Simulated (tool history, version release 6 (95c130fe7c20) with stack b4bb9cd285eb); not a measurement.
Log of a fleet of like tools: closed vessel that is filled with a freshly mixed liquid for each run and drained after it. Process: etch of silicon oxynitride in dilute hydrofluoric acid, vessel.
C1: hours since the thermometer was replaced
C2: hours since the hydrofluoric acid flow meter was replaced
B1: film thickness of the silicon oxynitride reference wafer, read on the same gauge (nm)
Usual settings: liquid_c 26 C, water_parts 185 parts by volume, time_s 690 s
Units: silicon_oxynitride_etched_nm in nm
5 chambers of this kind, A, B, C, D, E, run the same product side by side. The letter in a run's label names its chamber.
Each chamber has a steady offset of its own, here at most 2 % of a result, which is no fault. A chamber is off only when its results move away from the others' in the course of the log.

{"run": "1B", "day": 0.488, "liquid_c": 26, "water_parts": 185, "time_s": 690, "C1": 770.8, "C2": 133.3, "B1": 80.004, "silicon_oxynitride_etched_nm": 5.5392}
{"run": "2A", "day": 0.733, "liquid_c": 26, "water_parts": 185, "time_s": 690, "C1": 696, "C2": 239.5, "B1": 80.018, "silicon_oxynitride_etched_nm": 5.4215}
{"run": "3E", "day": 0.975, "liquid_c": 26, "water_parts": 185, "time_s": 690, "C1": 287.9, "C2": 846.5, "B1": 79.973, "silicon_oxynitride_etched_nm": 5.4112}
{"run": "4C", "day": 1.429, "liquid_c": 26, "water_parts": 185, "time_s": 690, "C1": 830.2, "C2": 113.1, "B1": 79.996, "silicon_oxynitride_etched_nm": 5.5489}
{"run": "5D", "day": 1.908, "liquid_c": 26, "water_parts": 185, "time_s": 690, "C1": 650.8, "C2": 330.6, "B1": 80.001, "silicon_oxynitride_etched_nm": 5.5025}
{"run": "6C", "day": 2.392, "liquid_c": 26, "water_parts": 185, "time_s": 690, "C1": 853.3, "C2": 136.2, "B1": 79.983, "silicon_oxynitride_etched_nm": 5.5275}
{"run": "7A", "day": 2.779, "liquid_c": 26, "water_parts": 185, "time_s": 690, "C1": 745.1, "C2": 288.6, "B1": 80, "silicon_oxynitride_etched_nm": 5.4129}
{"run": "8E", "day": 3.008, "liquid_c": 26, "water_parts": 185, "time_s": 690, "C1": 336.7, "C2": 895.3, "B1": 79.982, "silicon_oxynitride_etched_nm": 5.3559}
{"run": "9B", "day": 3.388, "liquid_c": 26, "water_parts": 185, "time_s": 690, "C1": 840.4, "C2": 202.9, "B1": 80.002, "silicon_oxynitride_etched_nm": 5.4754}
{"run": "10D", "day": 3.629, "liquid_c": 26, "water_parts": 185, "time_s": 690, "C1": 692.1, "C2": 371.9, "B1": 79.98, "silicon_oxynitride_etched_nm": 5.4333}
{"run": "11C", "day": 4.017, "liquid_c": 26, "water_parts": 185, "time_s": 690, "C1": 892.3, "C2": 175.2, "B1": 80.007, "silicon_oxynitride_etched_nm": 5.6269}
{"run": "12D", "day": 4.462, "liquid_c": 26, "water_parts": 185, "time_s": 690, "C1": 712.1, "C2": 391.9, "B1": 80.016, "silicon_oxynitride_etched_nm": 5.4462}
{"run": "13E", "day": 4.883, "liquid_c": 27.5, "water_parts": 185, "time_s": 690, "C1": 381.7, "C2": 940.3, "B1": 79.981, "silicon_oxynitride_etched_nm": 5.6891}
{"run": "14A", "day": 5.329, "liquid_c": 27.5, "water_parts": 185, "time_s": 690, "C1": 806.3, "C2": 349.8, "B1": 80.014, "silicon_oxynitride_etched_nm": 5.7873}
{"run": "15B", "day": 5.567, "liquid_c": 27.5, "water_parts": 185, "time_s": 690, "C1": 892.7, "C2": 255.2, "B1": 80, "silicon_oxynitride_etched_nm": 5.9043}
{"run": "16E", "day": 6.067, "liquid_c": 27.5, "water_parts": 185, "time_s": 690, "C1": 410.1, "C2": 968.7, "B1": 79.993, "silicon_oxynitride_etched_nm": 5.7685}
{"run": "17D", "day": 6.3, "liquid_c": 27.5, "water_parts": 185, "time_s": 690, "C1": 756.2, "C2": 436, "B1": 80.014, "silicon_oxynitride_etched_nm": 5.7893}
{"run": "18A", "day": 6.525, "liquid_c": 26, "water_parts": 185, "time_s": 690, "C1": 835, "C2": 378.5, "B1": 80.019, "silicon_oxynitride_etched_nm": 5.4709}
{"run": "19C", "day": 7.029, "liquid_c": 26, "water_parts": 185, "time_s": 690, "C1": 964.6, "C2": 247.5, "B1": 79.983, "silicon_oxynitride_etched_nm": 5.5414}
{"run": "20B", "day": 7.338, "liquid_c": 26, "water_parts": 185, "time_s": 690, "C1": 935.2, "C2": 297.7, "B1": 80.003, "silicon_oxynitride_etched_nm": 5.5822}
{"run": "21E", "day": 7.6, "liquid_c": 26, "water_parts": 185, "time_s": 690, "C1": 446.9, "C2": 1005.5, "B1": 79.991, "silicon_oxynitride_etched_nm": 5.3634}
{"run": "22D", "day": 7.942, "liquid_c": 26, "water_parts": 185, "time_s": 690, "C1": 795.6, "C2": 475.4, "B1": 80.022, "silicon_oxynitride_etched_nm": 5.343}
{"run": "23C", "day": 8.212, "liquid_c": 26, "water_parts": 185, "time_s": 690, "C1": 993, "C2": 275.9, "B1": 80.032, "silicon_oxynitride_etched_nm": 5.5895}
{"run": "24B", "day": 8.654, "liquid_c": 26, "water_parts": 185, "time_s": 690, "C1": 966.8, "C2": 329.3, "B1": 79.998, "silicon_oxynitride_etched_nm": 5.4902}
{"run": "25A", "day": 8.908, "liquid_c": 26, "water_parts": 185, "time_s": 515, "C1": 892.2, "C2": 435.7, "B1": 80.008, "silicon_oxynitride_etched_nm": 4.0053}
{"run": "26D", "day": 9.392, "liquid_c": 26, "water_parts": 185, "time_s": 515, "C1": 830.4, "C2": 510.2, "B1": 80.027, "silicon_oxynitride_etched_nm": 3.889}
{"run": "27C", "day": 9.779, "liquid_c": 26, "water_parts": 185, "time_s": 515, "C1": 1030.6, "C2": 313.5, "B1": 80.029, "silicon_oxynitride_etched_nm": 4.089}
{"run": "28E", "day": 10.108, "liquid_c": 26, "water_parts": 185, "time_s": 515, "C1": 507.1, "C2": 1065.7, "B1": 80.028, "silicon_oxynitride_etched_nm": 4.013}
{"run": "29A", "day": 10.554, "liquid_c": 26, "water_parts": 185, "time_s": 515, "C1": 931.7, "C2": 475.2, "B1": 79.967, "silicon_oxynitride_etched_nm": 4.0352}
{"run": "30B", "day": 11.054, "liquid_c": 26, "water_parts": 185, "time_s": 690, "C1": 1024.4, "C2": 386.9, "B1": 79.968, "silicon_oxynitride_etched_nm": 5.4975}
{"run": "31D", "day": 11.296, "liquid_c": 26, "water_parts": 185, "time_s": 690, "C1": 876.1, "C2": 555.9, "B1": 79.977, "silicon_oxynitride_etched_nm": 5.0717}
{"run": "32A", "day": 11.779, "liquid_c": 26, "water_parts": 185, "time_s": 690, "C1": 961.1, "C2": 504.6, "B1": 79.997, "silicon_oxynitride_etched_nm": 5.5573}
{"run": "33C", "day": 12.258, "liquid_c": 26, "water_parts": 185, "time_s": 690, "C1": 1090.1, "C2": 373, "B1": 79.973, "silicon_oxynitride_etched_nm": 5.5892}
{"run": "34E", "day": 12.492, "liquid_c": 26, "water_parts": 185, "time_s": 690, "C1": 564.3, "C2": 1122.9, "B1": 79.959, "silicon_oxynitride_etched_nm": 5.3476}
{"run": "35B", "day": 12.938, "liquid_c": 26, "water_parts": 185, "time_s": 690, "C1": 1069.6, "C2": 432.1, "B1": 80.037, "silicon_oxynitride_etched_nm": 5.5322}
{"run": "36C", "day": 13.288, "liquid_c": 26, "water_parts": 185, "time_s": 690, "C1": 1114.8, "C2": 397.7, "B1": 79.968, "silicon_oxynitride_etched_nm": 5.4928}
{"run": "37B", "day": 13.762, "liquid_c": 26, "water_parts": 185, "time_s": 690, "C1": 1089.4, "C2": 451.9, "B1": 80.03, "silicon_oxynitride_etched_nm": 5.4921}

All 5 chambers run these settings next. Forecast each chamber's results:
{"run": "38A", "day": 14.125, "liquid_c": 26, "water_parts": 185, "time_s": 690, "silicon_oxynitride_etched_nm": "?"}
{"run": "38B", "day": 14.125, "liquid_c": 26, "water_parts": 185, "time_s": 690, "silicon_oxynitride_etched_nm": "?"}
{"run": "38C", "day": 14.125, "liquid_c": 26, "water_parts": 185, "time_s": 690, "silicon_oxynitride_etched_nm": "?"}
{"run": "38D", "day": 14.125, "liquid_c": 26, "water_parts": 185, "time_s": 690, "silicon_oxynitride_etched_nm": "?"}
{"run": "38E", "day": 14.125, "liquid_c": 26, "water_parts": 185, "time_s": 690, "silicon_oxynitride_etched_nm": "?"}

run=38A silicon_oxynitride_etched_nm=5.4518
run=38B silicon_oxynitride_etched_nm=5.5027
run=38C silicon_oxynitride_etched_nm=5.5762
run=38D silicon_oxynitride_etched_nm=4.872
run=38E silicon_oxynitride_etched_nm=5.3789
